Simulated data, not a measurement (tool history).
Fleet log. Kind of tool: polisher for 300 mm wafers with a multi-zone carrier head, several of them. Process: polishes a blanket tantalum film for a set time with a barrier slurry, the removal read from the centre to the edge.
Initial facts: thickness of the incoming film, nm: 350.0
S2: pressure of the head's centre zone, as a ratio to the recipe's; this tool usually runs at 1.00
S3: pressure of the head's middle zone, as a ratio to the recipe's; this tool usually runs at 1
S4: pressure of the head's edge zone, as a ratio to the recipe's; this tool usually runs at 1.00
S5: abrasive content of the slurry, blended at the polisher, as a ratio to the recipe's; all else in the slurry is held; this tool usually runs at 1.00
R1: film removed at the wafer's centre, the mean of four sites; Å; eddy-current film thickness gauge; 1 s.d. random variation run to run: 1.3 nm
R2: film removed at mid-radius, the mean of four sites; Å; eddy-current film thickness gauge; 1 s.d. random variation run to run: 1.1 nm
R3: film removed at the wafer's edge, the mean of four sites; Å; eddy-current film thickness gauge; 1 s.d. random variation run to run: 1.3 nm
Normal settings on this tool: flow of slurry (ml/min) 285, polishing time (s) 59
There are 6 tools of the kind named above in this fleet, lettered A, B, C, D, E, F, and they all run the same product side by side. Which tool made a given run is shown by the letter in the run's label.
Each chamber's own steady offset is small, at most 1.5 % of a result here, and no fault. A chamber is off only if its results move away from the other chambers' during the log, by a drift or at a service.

{"hour": 0.1, "done": "chamber B: worn pad replaced by a new one"}
{"run": "1D", "hour": 9.5, "flow of slurry (ml/min)": 285, "S2": 1.0, "S3": 1, "S4": 1.0, "S5": 1.0, "polishing time (s)": 59, "R1": 894.69, "R2": 873.5, "R3": 865.17}
{"run": "2B", "hour": 16.7, "flow of slurry (ml/min)": 285, "S2": 1.0, "S3": 1, "S4": 1.0, "S5": 1.0, "polishing time (s)": 59, "R1": 848.9, "R2": 887.33, "R3": 850.98}
{"hour": 21.3, "done": "chamber A: edge zone pressure recalibrated"}
{"run": "3F", "hour": 24.4, "flow of slurry (ml/min)": 285, "S2": 1.0, "S3": 1, "S4": 1.0, "S5": 1.0, "polishing time (s)": 59, "R1": 873.02, "R2": 859.0, "R3": 868.18}
{"run": "4E", "hour": 32.1, "flow of slurry (ml/min)": 285, "S2": 1.0, "S3": 1, "S4": 1.0, "S5": 1.0, "polishing time (s)": 59, "R1": 876.98, "R2": 855.22, "R3": 880.99}
{"hour": 38.7, "done": "chamber B: edge zone pressure recalibrated"}
{"run": "5C", "hour": 39.3, "flow of slurry (ml/min)": 195, "S2": 1.0, "S3": 1, "S4": 1.0, "S5": 1.0, "polishing time (s)": 59, "R1": 842.16, "R2": 831.78, "R3": 845.25}
{"hour": 41.8, "done": "chamber C: worn pad replaced by a new one"}
{"run": "6A", "hour": 47.5, "flow of slurry (ml/min)": 195, "S2": 1.0, "S3": 1, "S4": 1.0, "S5": 1.0, "polishing time (s)": 59, "R1": 815.89, "R2": 821.39, "R3": 833.25}
{"run": "7F", "hour": 58.8, "flow of slurry (ml/min)": 195, "S2": 1.0, "S3": 1, "S4": 1.0, "S5": 1.0, "polishing time (s)": 59, "R1": 819.54, "R2": 836.36, "R3": 825.39}
{"hour": 62.9, "done": "chamber D: worn pad replaced by a new one"}
{"hour": 63.6, "done": "chamber F: worn pad replaced by a new one"}
{"run": "8C", "hour": 67.1, "flow of slurry (ml/min)": 195, "S2": 1.0, "S3": 1, "S4": 1.0, "S5": 1.0, "polishing time (s)": 59, "R1": 831.39, "R2": 827.01, "R3": 850.26}
{"hour": 71.4, "done": "chamber B: worn pad replaced by a new one"}
{"run": "9B", "hour": 77.9, "flow of slurry (ml/min)": 195, "S2": 1.0, "S3": 1, "S4": 1.0, "S5": 1.0, "polishing time (s)": 59, "R1": 798.85, "R2": 844.66, "R3": 837.98}
{"hour": 78.9, "done": "chamber E: worn pad replaced by a new one"}
{"hour": 82.6, "done": "chamber A: worn pad replaced by a new one"}
{"run": "10E", "hour": 86.6, "flow of slurry (ml/min)": 195, "S2": 1.0, "S3": 1, "S4": 1.0, "S5": 1.0, "polishing time (s)": 59, "R1": 833.35, "R2": 849.29, "R3": 831.03}
{"hour": 91.8, "done": "chamber D: edge zone pressure recalibrated"}
{"run": "11D", "hour": 95.4, "flow of slurry (ml/min)": 285, "S2": 1.0, "S3": 1, "S4": 1.0, "S5": 1.0, "polishing time (s)": 59, "R1": 897.26, "R2": 866.33, "R3": 870.04}
{"hour": 95.7, "done": "chamber F: centre zone pressure recalibrated"}
{"run": "12A", "hour": 107.5, "flow of slurry (ml/min)": 285, "S2": 1.0, "S3": 1, "S4": 1.0, "S5": 1.0, "polishing time (s)": 59, "R1": 879.5, "R2": 876.37, "R3": 869.14}
{"run": "13C", "hour": 114.8, "flow of slurry (ml/min)": 285, "S2": 1.0, "S3": 1, "S4": 1.0, "S5": 1.0, "polishing time (s)": 59, "R1": 878.51, "R2": 868.95, "R3": 880.1}
{"run": "14E", "hour": 122.3, "flow of slurry (ml/min)": 285, "S2": 1.0, "S3": 1, "S4": 1.0, "S5": 1.0, "polishing time (s)": 59, "R1": 878.42, "R2": 872.76, "R3": 851.67}
{"hour": 128.1, "done": "chamber D: worn pad replaced by a new one"}
{"hour": 128.5, "done": "chamber C: worn pad replaced by a new one"}
{"hour": 133.5, "done": "chamber F: worn pad replaced by a new one"}
{"run": "15D", "hour": 135.3, "flow of slurry (ml/min)": 205, "S2": 1.0, "S3": 1, "S4": 1.0, "S5": 1.25, "polishing time (s)": 59, "R1": 896.56, "R2": 867.63, "R3": 891.98}
{"hour": 136.8, "done": "chamber B: worn pad replaced by a new one"}
{"hour": 139.7, "done": "chamber E: centre zone pressure recalibrated"}
{"hour": 146.8, "done": "chamber C: edge zone pressure recalibrated"}
{"run": "16A", "hour": 147.3, "flow of slurry (ml/min)": 205, "S2": 1.0, "S3": 1, "S4": 1.0, "S5": 1.25, "polishing time (s)": 59, "R1": 879.22, "R2": 895.24, "R3": 875.47}
{"hour": 148.4, "done": "chamber E: worn pad replaced by a new one"}
{"hour": 153.7, "done": "chamber A: worn pad replaced by a new one"}
{"run": "17F", "hour": 161.1, "flow of slurry (ml/min)": 205, "S2": 1.0, "S3": 1, "S4": 1.0, "S5": 1.25, "polishing time (s)": 59, "R1": 882.2, "R2": 883.13, "R3": 896.21}
{"run": "18B", "hour": 168.4, "flow of slurry (ml/min)": 205, "S2": 1.0, "S3": 1, "S4": 1.0, "S5": 1.25, "polishing time (s)": 59, "R1": 862.86, "R2": 889.66, "R3": 904.76}
{"run": "19A", "hour": 177.7, "flow of slurry (ml/min)": 205, "S2": 1.0, "S3": 1, "S4": 1.0, "S5": 1.25, "polishing time (s)": 59, "R1": 891.01, "R2": 886.69, "R3": 895.18}
{"run": "20E", "hour": 183.9, "flow of slurry (ml/min)": 205, "S2": 1.0, "S3": 1, "S4": 1.0, "S5": 1.25, "polishing time (s)": 59, "R1": 882.95, "R2": 879.03, "R3": 901.55}
{"hour": 193.9, "done": "chamber D: worn pad replaced by a new one"}
{"run": "21F", "hour": 194.0, "flow of slurry (ml/min)": 285, "S2": 1.0, "S3": 1, "S4": 1.0, "S5": 1.0, "polishing time (s)": 59, "R1": 847.1, "R2": 876.85, "R3": 852.6}
{"hour": 204.7, "done": "chamber F: worn pad replaced by a new one"}
{"run": "22D", "hour": 207.2, "flow of slurry (ml/min)": 285, "S2": 1.0, "S3": 1, "S4": 1.0, "S5": 1.0, "polishing time (s)": 59, "R1": 900.37, "R2": 875.77, "R3": 883.64}
{"hour": 216.7, "done": "chamber B: worn pad replaced by a new one"}
{"run": "23B", "hour": 220.0, "flow of slurry (ml/min)": 285, "S2": 1.0, "S3": 1, "S4": 1.0, "S5": 1.0, "polishing time (s)": 59, "R1": 851.62, "R2": 881.56, "R3": 887.11}
{"hour": 220.1, "done": "chamber C: worn pad replaced by a new one"}
{"hour": 224.7, "done": "chamber E: worn pad replaced by a new one"}
{"run": "24C", "hour": 232.0, "flow of slurry (ml/min)": 285, "S2": 1.0, "S3": 1, "S4": 1.0, "S5": 1.0, "polishing time (s)": 59, "R1": 893.21, "R2": 876.12, "R3": 867.73}
{"hour": 233.1, "done": "chamber F: slurry nozzle cleaned"}
{"hour": 234.2, "done": "chamber A: worn pad replaced by a new one"}
{"run": "25A", "hour": 245.6, "flow of slurry (ml/min)": 285, "S2": 0.95, "S3": 1, "S4": 1.09, "S5": 1.0, "polishing time (s)": 59, "R1": 841.5, "R2": 890.91, "R3": 902.73}
{"hour": 247.9, "done": "chamber A: slurry nozzle cleaned"}
{"run": "26B", "hour": 253.8, "flow of slurry (ml/min)": 285, "S2": 0.95, "S3": 1, "S4": 1.09, "S5": 1.0, "polishing time (s)": 59, "R1": 824.97, "R2": 873.86, "R3": 898.35}
{"run": "27C", "hour": 263.5, "flow of slurry (ml/min)": 285, "S2": 0.95, "S3": 1, "S4": 1.09, "S5": 1.0, "polishing time (s)": 59, "R1": 845.0, "R2": 886.1, "R3": 944.51}
{"hour": 265.2, "done": "chamber D: worn pad replaced by a new one"}
{"run": "28F", "hour": 269.6, "flow of slurry (ml/min)": 285, "S2": 0.95, "S3": 1, "S4": 1.09, "S5": 1.0, "polishing time (s)": 59, "R1": 821.44, "R2": 862.84, "R3": 928.87}
{"run": "29E", "hour": 277.9, "flow of slurry (ml/min)": 285, "S2": 0.95, "S3": 1, "S4": 1.09, "S5": 1.0, "polishing time (s)": 59, "R1": 819.18, "R2": 853.16, "R3": 911.85}
{"run": "30D", "hour": 284.8, "flow of slurry (ml/min)": 285, "S2": 0.95, "S3": 1, "S4": 1.09, "S5": 1.0, "polishing time (s)": 59, "R1": 819.68, "R2": 883.16, "R3": 929.36}
{"hour": 287.3, "done": "chamber F: worn pad replaced by a new one"}
{"hour": 287.7, "done": "chamber F: edge zone pressure recalibrated"}
{"run": "31D", "hour": 293.9, "flow of slurry (ml/min)": 285, "S2": 1.0, "S3": 1, "S4": 1.0, "S5": 1.0, "polishing time (s)": 59, "R1": 868.19, "R2": 865.46, "R3": 880.51}
{"hour": 298.5, "done": "chamber B: worn pad replaced by a new one"}
{"hour": 302.9, "done": "chamber A: worn pad replaced by a new one"}
{"hour": 303.6, "done": "chamber E: worn pad replaced by a new one"}
{"run": "32E", "hour": 303.6, "flow of slurry (ml/min)": 285, "S2": 1.0, "S3": 1, "S4": 1.0, "S5": 1.0, "polishing time (s)": 59, "R1": 872.93, "R2": 871.38, "R3": 860.01}
{"hour": 314.1, "done": "chamber C: slurry nozzle cleaned"}
{"run": "33B", "hour": 317.0, "flow of slurry (ml/min)": 285, "S2": 1.0, "S3": 1, "S4": 1.0, "S5": 1.0, "polishing time (s)": 59, "R1": 864.87, "R2": 878.49, "R3": 888.69}
{"hour": 324.1, "done": "chamber C: worn pad replaced by a new one"}
{"run": "34C", "hour": 327.0, "flow of slurry (ml/min)": 330, "S2": 1.0, "S3": 1, "S4": 1.0, "S5": 1.0, "polishing time (s)": 40, "R1": 605.61, "R2": 604.54, "R3": 609.5}
{"hour": 333.7, "done": "chamber D: worn pad replaced by a new one"}
{"run": "35F", "hour": 338.4, "flow of slurry (ml/min)": 330, "S2": 1.0, "S3": 1, "S4": 1.0, "S5": 1.0, "polishing time (s)": 40, "R1": 605.06, "R2": 595.54, "R3": 591.9}
{"hour": 346.2, "done": "chamber D: centre zone pressure recalibrated"}
{"run": "36A", "hour": 347.5, "flow of slurry (ml/min)": 330, "S2": 1.0, "S3": 1, "S4": 1.0, "S5": 1.0, "polishing time (s)": 40, "R1": 619.19, "R2": 584.83, "R3": 603.63}
{"run": "37D", "hour": 356.9, "flow of slurry (ml/min)": 330, "S2": 1.0, "S3": 1, "S4": 1.0, "S5": 1.0, "polishing time (s)": 40, "R1": 592.94, "R2": 605.43, "R3": 585.57}
{"hour": 360.4, "done": "chamber E: slurry nozzle cleaned"}
{"run": "38E", "hour": 369.8, "flow of slurry (ml/min)": 330, "S2": 1.0, "S3": 1, "S4": 1.0, "S5": 1.0, "polishing time (s)": 40, "R1": 604.16, "R2": 599.16, "R3": 585.43}
{"run": "39A", "hour": 375.8, "flow of slurry (ml/min)": 330, "S2": 1.0, "S3": 1, "S4": 1.0, "S5": 1.0, "polishing time (s)": 40, "R1": 598.27, "R2": 597.43, "R3": 598.78}

Predict what each chamber gives when all 6 of them run the settings below next.
{"run": "40A", "hour": 385.8, "flow of slurry (ml/min)": 285, "S2": 1.04, "S3": 1, "S4": 1.0, "S5": 1.0, "polishing time (s)": 59, "R1": "?", "R2": "?", "R3": "?"}
{"run": "40B", "hour": 385.8, "flow of slurry (ml/min)": 285, "S2": 1.04, "S3": 1, "S4": 1.0, "S5": 1.0, "polishing time (s)": 59, "R1": "?", "R2": "?", "R3": "?"}
{"run": "40C", "hour": 385.8, "flow of slurry (ml/min)": 285, "S2": 1.04, "S3": 1, "S4": 1.0, "S5": 1.0, "polishing time (s)": 59, "R1": "?", "R2": "?", "R3": "?"}
{"run": "40D", "hour": 385.8, "flow of slurry (ml/min)": 285, "S2": 1.04, "S3": 1, "S4": 1.0, "S5": 1.0, "polishing time (s)": 59, "R1": "?", "R2": "?", "R3": "?"}
{"run": "40E", "hour": 385.8, "flow of slurry (ml/min)": 285, "S2": 1.04, "S3": 1, "S4": 1.0, "S5": 1.0, "polishing time (s)": 59, "R1": "?", "R2": "?", "R3": "?"}
{"run": "40F", "hour": 385.8, "flow of slurry (ml/min)": 285, "S2": 1.04, "S3": 1, "S4": 1.0, "S5": 1.0, "polishing time (s)": 59, "R1": "?", "R2": "?", "R3": "?"}

run=40A R1=883.01 R2=874.76 R3=849.30
run=40B R1=930.12 R2=850.34 R3=881.30
run=40C R1=926.95 R2=889.61 R3=875.50
run=40D R1=921.87 R2=870.41 R3=883.60
run=40E R1=915.99 R2=853.36 R3=843.42
run=40F R1=879.47 R2=860.13 R3=869.45

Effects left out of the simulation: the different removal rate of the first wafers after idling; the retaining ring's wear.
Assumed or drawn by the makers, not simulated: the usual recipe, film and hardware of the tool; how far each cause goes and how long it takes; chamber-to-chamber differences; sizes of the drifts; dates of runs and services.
